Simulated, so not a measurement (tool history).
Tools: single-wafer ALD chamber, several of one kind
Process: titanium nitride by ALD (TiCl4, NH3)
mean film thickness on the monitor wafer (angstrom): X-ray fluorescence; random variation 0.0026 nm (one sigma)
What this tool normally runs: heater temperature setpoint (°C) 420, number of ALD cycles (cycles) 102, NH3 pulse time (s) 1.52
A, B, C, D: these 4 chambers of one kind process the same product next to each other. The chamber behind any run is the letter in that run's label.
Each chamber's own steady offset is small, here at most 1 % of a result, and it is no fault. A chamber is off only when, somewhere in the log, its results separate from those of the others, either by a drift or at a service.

run	day	heater temperature setpoint (°C)	number of ALD cycles (cycles)	NH3 pulse time (s)	hours since the last thermocouple change	read-back reference wafer on the same gauge, thickness_nm	mean film thickness on the monitor wafer (angstrom)
1A	0.567	420	102	1.52	1081.2	2.2606	22.323
2C	1.008	420	102	1.52	1648.6	2.2605	22.482
3B	1.429	420	102	1.52	1326.2	2.2605	22.508
4D	1.858	420	102	1.52	158.5	2.2607	22.599
5A	2.433	420	102	1.52	1126	2.2618	22.325
6D	2.808	426	102	1.52	181.3	2.2622	22.684
7B	3.442	426	102	1.52	1374.5	2.2617	22.585
8C	3.725	426	102	1.52	1713.8	2.263	22.572
9B	4.025	426	102	1.52	1388.5	2.2618	22.601
10D	4.417	420	102	1.52	219.9	2.2629	22.634
11A	4.971	420	102	1.52	1186.9	2.2632	22.359
12C	5.438	427	102	1.28	1754.9	2.2641	22.435
13D	6.071	427	102	1.28	259.6	2.2642	22.585
14A	6.488	427	102	1.28	1223.3	2.2651	22.277
15C	7.029	427	102	1.28	1793.1	2.2653	22.465
16B	7.462	420	102	1.52	1471	2.266	22.496
17C	8.025	420	102	1.52	1817	2.2655	22.464
18A	8.325	420	102	1.52	1267.4	2.2657	22.357
19B	8.775	420	102	1.52	1502.5	2.266	22.553
20D	9.192	420	102	1.52	334.5	2.2668	22.651
21A	9.6	420	102	1.52	1298	2.2665	22.386
22B	10.167	420	102	1.52	1535.9	2.2676	22.556
23D	10.608	420	102	1.52	368.5	2.2673	22.683
24C	10.975	420	102	1.52	1887.8	2.2678	22.516
25D	11.433	420	102	1.52	388.3	2.2678	22.694
26A	11.804	420	102	1.52	1350.9	2.2682	22.418
27B	12.129	407	83	1.52	1583	2.2686	18.229
# day 12.508: chamber C: thermocouple changed; heater temperature recalibrated
28C	12.717	407	83	1.52	5.1	2.2684	18.239
29A	13.229	407	83	1.52	1385.1	2.2701	18.11
30B	13.567	407	83	1.52	1617.5	2.27	18.249
31D	13.996	420	102	1.52	449.8	2.2705	22.784
32C	14.583	420	102	1.52	49.9	2.2709	22.565
33B	15.1	420	102	1.52	1654.3	2.2703	22.617

The same settings go to every chamber for the next run, one line per chamber below. Forecast the results for each:
34A	15.562	420	102	1.16			?
34B	15.562	420	102	1.16			?
34C	15.562	420	102	1.16			?
34D	15.562	420	102	1.16			?

run	mean film thickness on the monitor wafer (angstrom)
34A	22.194
34B	22.427
34C	22.318
34D	22.495
